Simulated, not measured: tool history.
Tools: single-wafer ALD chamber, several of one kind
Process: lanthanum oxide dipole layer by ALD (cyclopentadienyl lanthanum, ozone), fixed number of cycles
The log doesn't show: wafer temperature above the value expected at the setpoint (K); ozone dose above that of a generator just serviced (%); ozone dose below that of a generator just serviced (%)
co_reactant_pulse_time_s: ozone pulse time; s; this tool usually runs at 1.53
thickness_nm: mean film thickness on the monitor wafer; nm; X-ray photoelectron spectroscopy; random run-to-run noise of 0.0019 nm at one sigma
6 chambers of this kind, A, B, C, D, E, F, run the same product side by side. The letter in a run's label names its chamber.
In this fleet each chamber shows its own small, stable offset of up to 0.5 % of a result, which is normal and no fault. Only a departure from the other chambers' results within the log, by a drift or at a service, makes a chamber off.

run	hour	co_reactant_pulse_time_s	hours since the last thermocouple change	hours since the last ozone generator service	read-back reference wafer on the same gauge, thickness_nm	thickness_nm
1B	5.3	1.53	883.2	540.7	0.50052	0.55302
2A	11.8	1.53	2475.3	846.4	0.49946	0.54841
3E	19.6	1.53	715.7	1053.4	0.49974	0.55088
4C	25.7	1.53	469	450.7	0.4999	0.55344
5F	32.1	1.53	760.5	1078.4	0.50029	0.55335
6D	40.2	1.53	1448.2	571.2	0.49973	0.54923
7F	51.6	1.53	780	1097.9	0.50024	0.55167
# hour 54.3: chamber A: thermocouple changed; heater temperature recalibrated
8D	60.5	1.77	1468.5	591.5	0.49994	0.55913
9C	69.4	1.77	512.7	494.4	0.50012	0.56225
10E	77.3	1.77	773.4	1111.1	0.50004	0.56151
11A	86.9	1.77	32.6	921.5	0.49984	0.55798
12B	96.9	1.77	974.8	632.3	0.50006	0.56146
13A	107.6	1.77	53.3	942.2	0.50036	0.56587
14D	113.3	1.53	1521.3	644.3	0.50037	0.55068
15E	120.8	1.53	816.9	1154.6	0.50009	0.54663
16F	126.7	1.84	855.1	1173	0.50012	0.5635
17B	135.4	1.84	1013.3	670.8	0.49974	0.56722
18C	141.8	1.84	585.1	566.8	0.50012	0.56408
19C	153.3	1.84	596.6	578.3	0.49974	0.56541
# hour 159.8: chamber F: ozone generator serviced
20E	165	1.84	861.1	1198.8	0.50004	0.56618
21B	176.7	1.84	1054.6	712.1	0.5001	0.56375
22D	184.3	1.08	1592.3	715.3	0.50002	0.5124
23A	189.9	1.08	135.6	1024.5	0.49997	0.51529
24F	200.5	1.08	928.9	40.7	0.5	0.51564
25B	210.3	1.08	1088.2	745.7	0.49944	0.50691
26D	216.4	1.08	1624.4	747.4	0.49977	0.51108
27E	226.9	1.08	923	1260.7	0.49956	0.50977
28C	232.5	1.53	675.8	657.5	0.50027	0.55208
29A	244	1.24	189.7	1078.6	0.50029	0.53125
30F	251	1.24	979.4	91.2	0.49998	0.53319
31E	258.2	1.24	954.3	1292	0.50002	0.5303
32D	263.5	1.24	1671.5	794.5	0.49971	0.52976
33C	270.1	1.24	713.4	695.1	0.49981	0.52889
34F	280.5	1.24	1008.9	120.7	0.49977	0.52996
35B	288.4	1.53	1166.3	823.8	0.50023	0.55008
36A	297.5	1.82	243.2	1132.1	0.49983	0.56323
37D	306.2	1.82	1714.2	837.2	0.50032	0.56268
38B	313.2	1.82	1191.1	848.6	0.50005	0.56383
39E	322.8	1.82	1018.9	1356.6	0.50004	0.56211
40A	332.9	1.82	278.6	1167.5	0.49981	0.56095
41C	338.6	1.82	781.9	763.6	0.49986	0.56197
42F	347.2	1.53	1075.6	187.4	0.49972	0.55155
43E	357.3	1.53	1053.4	1391.1	0.50025	0.55084

Is one chamber off against the others, does the gauge drift, or is nothing wrong? If a chamber is off, say which, and what the likeliest cause is.

Neither any chamber nor the gauge drifts; the chambers differ only by their own small, steady offsets.

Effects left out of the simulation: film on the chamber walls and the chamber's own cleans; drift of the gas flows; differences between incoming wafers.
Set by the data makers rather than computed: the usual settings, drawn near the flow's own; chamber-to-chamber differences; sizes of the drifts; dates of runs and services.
